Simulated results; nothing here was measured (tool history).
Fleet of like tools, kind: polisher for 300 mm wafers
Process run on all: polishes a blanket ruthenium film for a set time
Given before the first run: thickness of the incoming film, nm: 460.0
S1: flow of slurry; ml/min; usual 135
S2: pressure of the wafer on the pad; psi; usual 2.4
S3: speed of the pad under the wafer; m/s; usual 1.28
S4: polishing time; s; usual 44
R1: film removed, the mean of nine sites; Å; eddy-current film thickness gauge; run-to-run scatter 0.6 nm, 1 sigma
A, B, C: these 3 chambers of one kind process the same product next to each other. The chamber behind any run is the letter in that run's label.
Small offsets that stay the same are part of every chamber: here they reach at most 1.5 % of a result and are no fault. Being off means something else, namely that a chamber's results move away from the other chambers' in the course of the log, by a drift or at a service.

| run | hour | S1 | S2 | S3 | S4 | R1 |
|---|---|---|---|---|---|---|
| 1C | 4.5 | 135 | 2.4 | 1.28 | 44 | 673.19 |
| 2A | 10 | 135 | 2.4 | 1.28 | 44 | 671.2 |
|  | 10.8 | chamber A: slurry nozzle cleaned |
| 3B | 12.4 | 135 | 2.4 | 1.28 | 44 | 688.52 |
| 4C | 16.6 | 135 | 2.4 | 1.28 | 44 | 660.61 |
| 5B | 21.5 | 100 | 2.4 | 1.28 | 44 | 640.62 |
| 6A | 25.6 | 100 | 2.4 | 1.28 | 44 | 635.39 |
| 7B | 28.3 | 100 | 2.4 | 1.28 | 44 | 634.79 |
| 8C | 31.7 | 135 | 1.8 | 1.28 | 44 | 502.52 |
| 9A | 36.2 | 135 | 1.8 | 1.28 | 44 | 507.89 |
| 10C | 40.8 | 135 | 1.8 | 1.28 | 44 | 508.08 |
| 11B | 45.8 | 135 | 2.4 | 1.28 | 44 | 699.99 |
| 12A | 50.9 | 135 | 2.4 | 1.28 | 44 | 689.8 |
| 13A | 53.5 | 105 | 2.4 | 1.28 | 44 | 639.43 |
|  | 55 | chamber C: worn pad replaced by a new one |
| 14C | 58.7 | 105 | 2.4 | 1.28 | 44 | 637.27 |
| 15B | 61.6 | 105 | 2.4 | 1.28 | 44 | 690.83 |
| 16B | 64.9 | 135 | 2.4 | 1.28 | 44 | 708.22 |
| 17C | 68.3 | 135 | 2.4 | 1.28 | 44 | 683.87 |
| 18A | 72.2 | 135 | 2.4 | 1.28 | 51 | 796.75 |
| 19C | 76.1 | 135 | 2.4 | 1.28 | 51 | 776.31 |
|  | 79.5 | chamber B: worn pad replaced by a new one |
| 20A | 81.5 | 135 | 2.4 | 1.28 | 51 | 789.46 |
| 21B | 84.7 | 135 | 2.4 | 1.28 | 51 | 864.97 |
| 22C | 88.5 | 135 | 2.4 | 1.28 | 51 | 781.47 |
| 23B | 91.3 | 135 | 2.4 | 1.28 | 51 | 864.36 |

One chamber off, gauge drift, or nothing amiss beyond the chambers' own small offsets? If it is a chamber, which one, and what is the likeliest cause?

One chamber, B, drifts off from the rest bit by bit.
Likeliest cause: head's pressure above its setpoint, % = 10.1.

Below are 4 candidate recipes for chamber B's next run, each the usual settings with a change, their results shown as question marks. Which of them brings B's results back in line with what the other chambers give on the usual settings?
In line here means within this much of the mean the other chambers give on the usual settings: R1 21 Å
| 24B-1 | 95.2 | 135 | 2.4 | 1.14 | 44 | ? |
| 24B-2 | 95.2 | 135 | 2.3 | 1.2 | 42 | ? |
| 24B-3 | 95.2 | 135 | 2.5 | 1.36 | 44 | ? |
| 24B-4 | 95.2 | 135 | 2.5 | 1.36 | 47 | ? |

Other chambers, usual settings, mean: R1 676.1 Å
| run | R1 |
|---|---|
| 24B-1 | 671.32 |
| 24B-2 | 646.52 |
| 24B-3 | 832.38 |
| 24B-4 | 889.14 |
Change 24B-1 lands the chamber within the allowed miss of the other chambers.

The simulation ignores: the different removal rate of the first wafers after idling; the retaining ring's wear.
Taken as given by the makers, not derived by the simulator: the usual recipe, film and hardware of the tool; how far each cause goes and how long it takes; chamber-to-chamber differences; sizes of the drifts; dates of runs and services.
